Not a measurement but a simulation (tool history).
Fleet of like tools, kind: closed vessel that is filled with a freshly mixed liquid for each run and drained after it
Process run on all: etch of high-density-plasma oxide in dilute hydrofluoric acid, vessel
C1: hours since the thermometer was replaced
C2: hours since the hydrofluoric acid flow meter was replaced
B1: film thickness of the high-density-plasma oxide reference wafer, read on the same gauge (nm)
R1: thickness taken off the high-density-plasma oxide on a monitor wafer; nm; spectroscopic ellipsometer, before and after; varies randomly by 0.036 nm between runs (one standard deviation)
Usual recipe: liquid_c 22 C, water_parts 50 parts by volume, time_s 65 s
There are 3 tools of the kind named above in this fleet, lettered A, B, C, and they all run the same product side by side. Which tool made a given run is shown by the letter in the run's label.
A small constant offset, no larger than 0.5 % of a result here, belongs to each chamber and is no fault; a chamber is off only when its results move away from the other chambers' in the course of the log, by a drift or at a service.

run 1C day=0.367 | liquid_c=22 water_parts=50 time_s=65 | C1=934.1 C2=1120.1 | B1=69.989 | R1=6.527
run 2A day=0.796 | liquid_c=22 water_parts=50 time_s=65 | C1=235.8 C2=359.9 | B1=70.011 | R1=6.471
run 3B day=1.217 | liquid_c=22 water_parts=50 time_s=65 | C1=801.6 C2=541.2 | B1=70.008 | R1=6.5291
run 4B day=1.679 | liquid_c=22 water_parts=50 time_s=65 | C1=812.7 C2=552.3 | B1=70.024 | R1=6.3866
run 5A day=2.033 | liquid_c=26.5 water_parts=65 time_s=65 | C1=265.5 C2=389.6 | B1=70.031 | R1=5.92
run 6C day=2.496 | liquid_c=26.5 water_parts=65 time_s=65 | C1=985.2 C2=1171.2 | B1=69.988 | R1=5.8966
run 7A day=2.792 | liquid_c=26.5 water_parts=65 time_s=65 | C1=283.7 C2=407.8 | B1=69.972 | R1=5.9007
run 8C day=3.2 | liquid_c=22 water_parts=50 time_s=65 | C1=1002.1 C2=1188.1 | B1=69.998 | R1=6.5605
run 9B day=3.629 | liquid_c=22 water_parts=50 time_s=65 | C1=859.5 C2=599.1 | B1=69.971 | R1=6.491
run 10C day=3.908 | liquid_c=22 water_parts=50 time_s=55 | C1=1019.1 C2=1205.1 | B1=70.03 | R1=5.5611
run 11B day=4.329 | liquid_c=22 water_parts=50 time_s=55 | C1=876.3 C2=615.9 | B1=69.991 | R1=5.4776
run 12A day=4.675 | liquid_c=22 water_parts=50 time_s=55 | C1=328.9 C2=453 | B1=69.984 | R1=5.4588
run 13A day=4.892 | liquid_c=22 water_parts=50 time_s=65 | C1=334.1 C2=458.2 | B1=70.008 | R1=6.5687
run 14C day=5.104 | liquid_c=22 water_parts=50 time_s=65 | C1=1047.8 C2=1233.8 | B1=69.993 | R1=6.5021
run 15B day=5.329 | liquid_c=22 water_parts=50 time_s=65 | C1=900.3 C2=639.9 | B1=69.983 | R1=6.4732
run 16C day=5.65 | liquid_c=22 water_parts=50 time_s=65 | C1=1060.9 C2=1246.9 | B1=70.004 | R1=6.5591
run 17A day=5.971 | liquid_c=22 water_parts=50 time_s=65 | C1=360 C2=484.1 | B1=70.002 | R1=6.549
run 18B day=6.429 | liquid_c=22 water_parts=50 time_s=65 | C1=926.7 C2=666.3 | B1=69.975 | R1=6.5036
run 19A day=6.796 | liquid_c=22 water_parts=50 time_s=65 | C1=379.8 C2=503.9 | B1=70.015 | R1=6.5011
run 20B day=7.15 | liquid_c=22 water_parts=50 time_s=65 | C1=944 C2=683.6 | B1=70 | R1=6.4835
run 21C day=7.396 | liquid_c=22 water_parts=50 time_s=65 | C1=1102.8 C2=1288.8 | B1=70.07 | R1=6.4802
run 22B day=7.646 | liquid_c=22 water_parts=50 time_s=65 | C1=955.9 C2=695.5 | B1=69.998 | R1=6.5022
run 23A day=7.971 | liquid_c=22 water_parts=50 time_s=65 | C1=408 C2=532.1 | B1=69.988 | R1=6.4854
run 24C day=8.204 | liquid_c=22 water_parts=50 time_s=65 | C1=1122.2 C2=1308.2 | B1=70 | R1=6.5863
run 25C day=8.554 | liquid_c=22 water_parts=50 time_s=65 | C1=1130.6 C2=1316.6 | B1=70.034 | R1=6.5355
run 26B day=8.921 | liquid_c=22 water_parts=50 time_s=65 | C1=986.5 C2=726.1 | B1=70.014 | R1=6.4266
run 27A day=9.192 | liquid_c=22 water_parts=50 time_s=65 | C1=437.3 C2=561.4 | B1=69.99 | R1=6.4572
run 28C day=9.646 | liquid_c=22 water_parts=50 time_s=65 | C1=1156.8 C2=1342.8 | B1=70.039 | R1=6.5293
run 29B day=9.871 | liquid_c=22 water_parts=50 time_s=65 | C1=1009.3 C2=748.9 | B1=69.99 | R1=6.4987
run 30A day=10.296 | liquid_c=22 water_parts=50 time_s=65 | C1=463.8 C2=587.9 | B1=69.962 | R1=6.5102
run 31A day=10.696 | liquid_c=22 water_parts=50 time_s=40 | C1=473.4 C2=597.5 | B1=70.017 | R1=4.004
run 32C day=10.992 | liquid_c=22 water_parts=50 time_s=40 | C1=1189.1 C2=1375.1 | B1=70.018 | R1=4.0124
run 33B day=11.383 | liquid_c=22 water_parts=50 time_s=40 | C1=1045.6 C2=785.2 | B1=70.007 | R1=3.9644
run 34B day=11.692 | liquid_c=22 water_parts=50 time_s=65 | C1=1053 C2=792.6 | B1=69.995 | R1=6.4407
run 35C day=11.929 | liquid_c=22 water_parts=50 time_s=65 | C1=1211.6 C2=1397.6 | B1=69.981 | R1=6.5581
run 36A day=12.167 | liquid_c=22 water_parts=50 time_s=65 | C1=508.7 C2=632.8 | B1=70.01 | R1=6.5188
run 37B day=12.438 | liquid_c=22 water_parts=50 time_s=65 | C1=1070.9 C2=810.5 | B1=70.002 | R1=6.4569
run 38A day=12.817 | liquid_c=22 water_parts=65 time_s=95 | C1=524.3 C2=648.4 | B1=69.999 | R1=7.2015
run 39C day=13.121 | liquid_c=22 water_parts=65 time_s=95 | C1=1240.2 C2=1426.2 | B1=70.036 | R1=7.2214

Has any chamber moved away from the others, gradually or after a service, or does the common gauge drift, or do the chambers differ only by their own small steady offsets? State the chamber and the most likely cause if one applies.

No chamber stands off beyond its own small offset, and the gauge holds steady.
